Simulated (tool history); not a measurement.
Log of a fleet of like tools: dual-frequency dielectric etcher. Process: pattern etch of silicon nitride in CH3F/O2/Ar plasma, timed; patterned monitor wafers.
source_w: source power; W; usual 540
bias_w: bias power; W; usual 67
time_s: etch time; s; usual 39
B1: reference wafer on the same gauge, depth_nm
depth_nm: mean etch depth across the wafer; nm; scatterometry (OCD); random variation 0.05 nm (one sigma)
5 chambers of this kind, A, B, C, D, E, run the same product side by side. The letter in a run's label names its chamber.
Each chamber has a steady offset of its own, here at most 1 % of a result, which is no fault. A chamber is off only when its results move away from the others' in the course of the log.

At hour 4.5: chamber D: wet clean of the chamber.
Run 1E, hour 11.4: usual settings; B1 33.602. Result: depth_nm 29.701 nm.
Run 2D, hour 24.5: usual settings; B1 33.578. Result: depth_nm 29.828 nm.
Run 3A, hour 32.4: usual settings; B1 33.567. Result: depth_nm 29.926 nm.
At hour 37.4: chamber A: bias power generator calibrated.
Run 4B, hour 48.8: usual settings; B1 33.579. Result: depth_nm 29.897 nm.
Run 5C, hour 59.9: usual settings; B1 33.567. Result: depth_nm 29.98 nm.
Run 6B, hour 75.1: usual settings; B1 33.562. Result: depth_nm 29.832 nm.
Run 7A, hour 87.6: usual settings; B1 33.545. Result: depth_nm 29.906 nm.
Run 8E, hour 103.2: usual settings but bias_w 83 W, time_s 30 s; B1 33.543. Result: depth_nm 24.446 nm.
Run 9D, hour 112: usual settings but bias_w 83 W, time_s 30 s; B1 33.538. Result: depth_nm 24.626 nm.
Run 10C, hour 120.6: usual settings but bias_w 83 W, time_s 30 s; B1 33.531. Result: depth_nm 24.795 nm.
Run 11E, hour 129.4: usual settings but bias_w 83 W, time_s 30 s; B1 33.536. Result: depth_nm 24.466 nm.
Run 12D, hour 137.7: usual settings but bias_w 83 W, time_s 30 s; B1 33.528. Result: depth_nm 24.646 nm.
Run 13B, hour 154: usual settings; B1 33.514. Result: depth_nm 29.834 nm.
Run 14A, hour 161.4: usual settings; B1 33.507. Result: depth_nm 29.811 nm.
At hour 162.4: chamber A: wet clean of the chamber.
Run 15C, hour 171.9: usual settings; B1 33.522. Result: depth_nm 29.933 nm.
Run 16D, hour 181.3: usual settings; B1 33.49. Result: depth_nm 29.767 nm.
At hour 187.5: chamber C: wet clean of the chamber.
Run 17E, hour 194.2: usual settings but source_w 610 W; B1 33.497. Result: depth_nm 31.018 nm.
Run 18A, hour 209: usual settings but source_w 610 W; B1 33.481. Result: depth_nm 31.129 nm.
Run 19B, hour 220.3: usual settings but source_w 610 W; B1 33.466. Result: depth_nm 31.339 nm.
Run 20C, hour 231.3: usual settings but source_w 610 W; B1 33.487. Result: depth_nm 31.31 nm.
Run 21E, hour 240.2: usual settings but source_w 610 W; B1 33.48. Result: depth_nm 30.993 nm.
Run 22A, hour 251.9: usual settings; B1 33.461. Result: depth_nm 29.808 nm.
Run 23C, hour 262.9: usual settings; B1 33.457. Result: depth_nm 29.897 nm.
Run 24B, hour 272.5: usual settings but source_w 620 W, time_s 34.5 s; B1 33.449. Result: depth_nm 27.834 nm.
Run 25D, hour 287.3: usual settings but source_w 620 W, time_s 34.5 s; B1 33.453. Result: depth_nm 27.674 nm.
Run 26B, hour 294.8: usual settings but source_w 620 W, time_s 34.5 s; B1 33.434. Result: depth_nm 27.707 nm.
Run 27D, hour 303.3: usual settings but source_w 620 W, time_s 34.5 s; B1 33.45. Result: depth_nm 27.673 nm.
Run 28C, hour 311.1: usual settings but source_w 620 W, time_s 34.5 s; B1 33.431. Result: depth_nm 27.753 nm.
Run 29E, hour 323.6: usual settings; B1 33.421. Result: depth_nm 29.423 nm.
At hour 330.5: chamber E: wet clean of the chamber.
Run 30A, hour 331.6: usual settings; B1 33.428. Result: depth_nm 29.741 nm.
At hour 343: chamber D: wet clean of the chamber.
Run 31E, hour 347.2: usual settings but bias_w 56 W, time_s 35 s; B1 33.417. Result: depth_nm 24.917 nm.
Run 32A, hour 358.9: usual settings but bias_w 56 W, time_s 35 s; B1 33.41. Result: depth_nm 25.244 nm.
Run 33C, hour 366.4: usual settings but bias_w 56 W, time_s 35 s; B1 33.4. Result: depth_nm 25.277 nm.
Run 34D, hour 377.7: usual settings but bias_w 56 W, time_s 35 s; B1 33.403. Result: depth_nm 25.075 nm.
Run 35B, hour 386.8: usual settings but bias_w 56 W, time_s 35 s; B1 33.396. Result: depth_nm 25.191 nm.
Run 36E, hour 402.3: usual settings; B1 33.387. Result: depth_nm 29.572 nm.
Run 37B, hour 415.7: usual settings; B1 33.364. Result: depth_nm 29.72 nm.

What goes on in this fleet: one chamber off, a drifting gauge, or nothing beyond the chambers' own small offsets? Name the chamber and the cause, if any.

The gauge drifts, so all chambers seem to drift together. No chamber is off.
Cause: gauge reads low (%) = 0.688.

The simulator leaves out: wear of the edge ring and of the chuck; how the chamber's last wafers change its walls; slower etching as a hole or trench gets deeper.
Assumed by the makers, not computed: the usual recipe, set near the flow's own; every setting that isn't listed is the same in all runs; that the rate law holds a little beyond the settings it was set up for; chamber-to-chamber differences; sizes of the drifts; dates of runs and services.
